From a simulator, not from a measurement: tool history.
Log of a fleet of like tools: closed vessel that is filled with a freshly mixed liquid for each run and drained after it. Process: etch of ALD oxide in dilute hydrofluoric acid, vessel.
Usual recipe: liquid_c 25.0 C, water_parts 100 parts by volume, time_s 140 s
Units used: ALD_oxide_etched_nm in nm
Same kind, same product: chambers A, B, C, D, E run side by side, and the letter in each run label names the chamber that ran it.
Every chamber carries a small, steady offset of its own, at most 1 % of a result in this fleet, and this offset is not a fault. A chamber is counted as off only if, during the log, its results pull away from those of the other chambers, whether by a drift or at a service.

run,day,liquid_c,water_parts,time_s,hours since the thermometer was replaced,hours since the hydrofluoric acid flow meter was replaced,"read-back film thickness of the ALD oxide reference wafer, read on the same gauge (nm)",ALD_oxide_etched_nm
1C,0.171,25.0,100,140,1059.5,291.5,90.015,14.486
2B,0.292,25.0,100,140,479.4,1850.8,89.981,14.542
3A,0.458,25.0,100,140,453.4,636.0,90.015,14.203
4E,0.621,25.0,100,140,1408.6,886.4,90.003,14.191
5D,0.812,25.0,100,140,479.3,761.0,89.994,14.293
6B,0.962,25.0,100,140,495.5,1866.9,90.021,14.281
7A,1.075,25.0,100,140,468.2,650.8,90.021,14.227
8C,1.204,21.0,100,175,1084.3,316.3,89.985,15.381
9D,1.292,21.0,100,175,490.8,772.5,90.016,15.137
10E,1.471,21.0,100,175,1429.0,906.8,89.985,15.068
11E,1.562,21.0,100,175,1431.2,909.0,90.017,15.245
12A,1.658,21.0,100,175,482.2,664.8,90.009,15.364
13D,1.792,25.0,100,140,502.8,784.5,89.989,14.727
14B,1.879,25.0,130,175,517.5,1888.9,90.016,13.310
15C,1.983,25.0,130,175,1103.0,335.0,89.965,13.524
16E,2.117,25.0,130,175,1444.5,922.3,89.994,13.211
17D,2.208,25.0,130,175,512.8,794.5,90.043,13.388
18B,2.354,25.0,130,175,528.9,1900.3,90.001,13.273
19A,2.471,28.0,80,140,501.7,684.3,89.980,20.266
20C,2.633,28.0,80,140,1118.6,350.6,89.997,20.756
# day 2.679: chamber B: thermometer replaced
21C,2.779,28.0,80,140,1122.1,354.1,90.023,21.059
22A,2.950,28.0,80,140,513.2,695.8,89.998,20.477
23D,3.092,28.0,80,140,534.0,815.7,89.970,21.353
24B,3.204,25.0,100,140,12.6,1920.7,89.965,14.412
25E,3.317,25.0,100,140,1473.3,951.1,90.024,14.411
26E,3.488,25.0,100,140,1477.4,955.2,89.959,14.050
27A,3.633,25.0,100,140,529.6,712.2,90.020,14.209
28D,3.838,25.0,100,140,551.9,833.6,89.979,14.979
29C,3.979,22.0,100,140,1150.9,382.9,89.985,12.671
30B,4.146,22.0,100,140,35.2,1943.3,90.007,12.818
31D,4.292,22.0,100,140,562.8,844.5,90.056,13.576
32C,4.450,22.0,100,140,1162.2,394.2,90.026,12.909
33B,4.558,22.0,100,140,45.1,1953.2,89.976,12.750
34E,4.658,25.0,100,140,1505.5,983.3,90.001,14.037
35A,4.779,25.0,100,115,557.1,739.7,89.955,11.815
36B,4.925,25.0,100,115,53.9,1962.0,90.058,11.662

All 5 chambers run these settings next. Forecast each chamber's results:
37A,5.071,22.5,100,140,,,,?
37B,5.071,22.5,100,140,,,,?
37C,5.071,22.5,100,140,,,,?
37D,5.071,22.5,100,140,,,,?
37E,5.071,22.5,100,140,,,,?

run,ALD_oxide_etched_nm
37A,12.785
37B,13.089
37C,13.102
37D,14.145
37E,12.931
